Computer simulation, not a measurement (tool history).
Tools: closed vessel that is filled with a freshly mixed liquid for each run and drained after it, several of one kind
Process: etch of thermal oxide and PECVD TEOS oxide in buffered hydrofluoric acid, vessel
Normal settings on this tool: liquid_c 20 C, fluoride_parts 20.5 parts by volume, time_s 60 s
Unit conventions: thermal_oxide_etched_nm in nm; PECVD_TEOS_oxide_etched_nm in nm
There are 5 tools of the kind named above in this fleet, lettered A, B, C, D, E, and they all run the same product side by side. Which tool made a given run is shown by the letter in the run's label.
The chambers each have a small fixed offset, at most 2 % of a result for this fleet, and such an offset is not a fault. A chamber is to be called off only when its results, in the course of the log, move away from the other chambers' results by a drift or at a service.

run   hour  liquid_c  fluoride_parts  time_s  hours since the thermometer was replaced  hours since the hydrofluoric acid flow meter was replaced  read-back film thickness of the thermal oxide reference wafer, read on the same gauge (nm)  read-back film thickness of the PECVD TEOS oxide reference wafer, read on the same gauge (nm)  thermal_oxide_etched_nm  PECVD_TEOS_oxide_etched_nm
 1E    4.5        20            20.5      60                                       101                                                      429.5                                                                                      40.048                                                                                         50.011                   27.112                      48.366
 2D    8.5        20            20.5      60                                     151.6                                                     1543.4                                                                                      40.045                                                                                         49.977                   26.679                      47.999
 3A   12.6        20            20.5      60                                    1243.1                                                      505.3                                                                                      39.984                                                                                          50.02                   27.622                      48.397
 4C   17.6        20            20.5      60                                     311.6                                                       55.9                                                                                      40.003                                                                                         50.032                   27.652                      47.218
 5B     22        20            20.5      60                                     383.6                                                       74.4                                                                                       39.99                                                                                         49.993                   27.518                      47.962
 6B   25.6        20            20.5      60                                     387.2                                                         78                                                                                      40.006                                                                                         49.959                    27.12                      48.412
 7C   29.7        20            20.5      60                                     323.7                                                         68                                                                                      40.017                                                                                         49.978                   27.522                      46.729
 8E   33.7        20            20.5      60                                     130.2                                                      458.7                                                                                      39.984                                                                                          50.01                   26.923                      47.542
 9D   37.7        20            20.5      60                                     180.8                                                     1572.6                                                                                      40.022                                                                                         49.997                    27.43                      48.029
10A   40.3        20            20.5      60                                    1270.8                                                        533                                                                                       39.95                                                                                         49.976                   27.245                      48.683
11B   43.6        20            20.5      60                                     405.2                                                         96                                                                                      40.008                                                                                         49.968                   27.239                      48.177
12C   46.1        20            20.5      60                                     340.1                                                       84.4                                                                                      39.956                                                                                         49.985                   27.019                      46.996
13D   48.8        20            20.5      60                                     191.9                                                     1583.7                                                                                      40.039                                                                                         50.037                   27.516                      47.513
14E   53.6        20            20.5      60                                     150.1                                                      478.6                                                                                      39.978                                                                                         50.013                     27.3                      48.095
15A   57.2        20            20.5      60                                    1287.7                                                      549.9                                                                                       40.01                                                                                         50.065                   27.542                      48.564
16E   61.5        20            20.5      60                                       158                                                      486.5                                                                                      39.986                                                                                         49.995                   27.289                      48.359
17A   66.2        20            20.5      60                                    1296.7                                                      558.9                                                                                      40.035                                                                                         50.014                    27.43                      47.692
18D   70.9        20            20.5      60                                       214                                                     1605.8                                                                                      39.998                                                                                         49.985                   26.742                      48.503
19C     76        20            20.5      60                                       370                                                      114.3                                                                                      40.025                                                                                         49.959                   27.207                      47.724
20B   81.3        20            20.5      60                                     442.9                                                      133.7                                                                                      40.007                                                                                         50.049                   27.146                      47.493
21E   83.9        20            20.5      60                                     180.4                                                      508.9                                                                                      39.959                                                                                         50.024                   27.708                      48.228
22D   87.6        20            20.5      60                                     230.7                                                     1622.5                                                                                      39.967                                                                                         49.982                   27.433                      48.015
23C   90.2        20            20.5      60                                     384.2                                                      128.5                                                                                      40.006                                                                                         50.012                   26.948                      47.039
24B   94.5        20            20.5      60                                     456.1                                                      146.9                                                                                      39.969                                                                                         49.974                   27.145                      48.154
25A   99.3        20            20.5      60                                    1329.8                                                        592                                                                                      39.997                                                                                         50.025                   27.166                      48.119
26A    103        20            20.5      60                                    1333.5                                                      595.7                                                                                      39.966                                                                                         49.996                   27.714                      48.035
27E  107.4        24            20.5      60                                     203.9                                                      532.4                                                                                      39.963                                                                                         50.031                   34.902                      60.232
28B  110.4        24            20.5      60                                       472                                                      162.8                                                                                      40.017                                                                                         50.046                   33.266                      59.715
29C  113.6        24            20.5      60                                     407.6                                                      151.9                                                                                      40.005                                                                                         49.982                   34.165                       59.07
30D  116.4        24            20.5      60                                     259.5                                                     1651.3                                                                                      40.011                                                                                         50.012                   34.619                      59.338
31D  119.7        24            20.5      60                                     262.8                                                     1654.6                                                                                      39.976                                                                                         50.005                     33.7                      59.211
32E  124.2        20            20.5      60                                     220.7                                                      549.2                                                                                      39.969                                                                                         49.958                   27.663                       47.74
33B    127        20            20.5      60                                     488.6                                                      179.4                                                                                      40.021                                                                                         50.023                   26.998                      47.978
34A  130.5        17            20.5      30                                      1361                                                      623.2                                                                                      39.978                                                                                          49.98                   11.614                      20.408
35C  134.3        17            20.5      30                                     428.3                                                      172.6                                                                                      39.987                                                                                         50.017                   11.288                      19.856
36A  139.4        17            20.5      30                                    1369.9                                                      632.1                                                                                          40                                                                                         50.008                   11.627                      20.489

All 5 chambers run these settings next. Forecast each chamber's results:
37A  143.2        20            26.5      60                                                                                                                                                                                                                                                                                                                        ?                           ?
37B  143.2        20            26.5      60                                                                                                                                                                                                                                                                                                                        ?                           ?
37C  143.2        20            26.5      60                                                                                                                                                                                                                                                                                                                        ?                           ?
37D  143.2        20            26.5      60                                                                                                                                                                                                                                                                                                                        ?                           ?
37E  143.2        20            26.5      60                                                                                                                                                                                                                                                                                                                        ?                           ?

run  thermal_oxide_etched_nm  PECVD_TEOS_oxide_etched_nm
37A                   22.616                      40.158
37B                   23.013                      40.534
37C                   22.654                      39.571
37D                   22.915                      39.743
37E                   22.493                       40.66

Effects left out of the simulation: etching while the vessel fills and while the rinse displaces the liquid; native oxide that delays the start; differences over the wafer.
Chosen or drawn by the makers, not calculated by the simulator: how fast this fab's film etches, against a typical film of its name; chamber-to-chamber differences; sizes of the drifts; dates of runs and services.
